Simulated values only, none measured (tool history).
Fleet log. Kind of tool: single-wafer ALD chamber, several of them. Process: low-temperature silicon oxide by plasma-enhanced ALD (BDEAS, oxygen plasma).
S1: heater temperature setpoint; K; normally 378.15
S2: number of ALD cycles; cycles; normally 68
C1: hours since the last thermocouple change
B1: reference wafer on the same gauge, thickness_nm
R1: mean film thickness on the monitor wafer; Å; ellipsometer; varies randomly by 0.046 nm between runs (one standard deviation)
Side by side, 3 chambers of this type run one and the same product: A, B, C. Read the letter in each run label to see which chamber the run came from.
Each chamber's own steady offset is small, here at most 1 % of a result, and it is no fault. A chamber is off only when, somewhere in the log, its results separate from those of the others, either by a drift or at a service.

run,hour,S1,S2,C1,B1,R1
1B,11.1,378.15,68,1125.2,8.2719,95.161
2C,21.5,378.15,68,863.6,8.2653,96.691
3A,33.9,378.15,68,1155.6,8.2670,96.712
4B,46.7,378.15,68,1160.8,8.2674,95.533
5A,58.3,378.15,68,1180.0,8.2819,97.059
6C,68.4,378.15,68,910.5,8.2671,97.347
7B,79.7,378.15,55,1193.8,8.2639,77.500
8A,91.5,378.15,55,1213.2,8.2699,77.507
9C,101.6,378.15,55,943.7,8.2668,78.081
10A,109.2,378.15,68,1230.9,8.2773,96.383
11B,115.7,371.15,61,1229.8,8.2659,86.318
12C,124.2,371.15,61,966.3,8.2688,87.986
13A,135.7,371.15,61,1257.4,8.2709,88.353
14C,144.9,378.15,68,987.0,8.2640,96.189
15B,154.6,373.15,74,1268.7,8.2734,105.380
16B,162.8,373.15,74,1276.9,8.2629,105.330
17C,168.9,373.15,74,1011.0,8.2682,105.660
18A,179.5,378.15,68,1301.2,8.2719,95.344
19C,190.4,378.15,68,1032.5,8.2647,95.930
20A,196.5,378.15,68,1318.2,8.2681,95.343
# hour 204.8: chamber A: thermocouple changed; heater temperature recalibrated
21B,206.5,378.15,68,1320.6,8.2714,94.862
22B,219.3,390.15,80,1333.4,8.2763,110.180
23C,232.3,390.15,80,1074.4,8.2680,110.100
24A,245.0,390.15,80,40.2,8.2722,110.290

Next, every chamber runs the same settings. What will each give?
25A,255.0,378.15,68,,,?
25B,255.0,378.15,68,,,?
25C,255.0,378.15,68,,,?

run,R1
25A,95.662
25B,94.538
25C,96.593
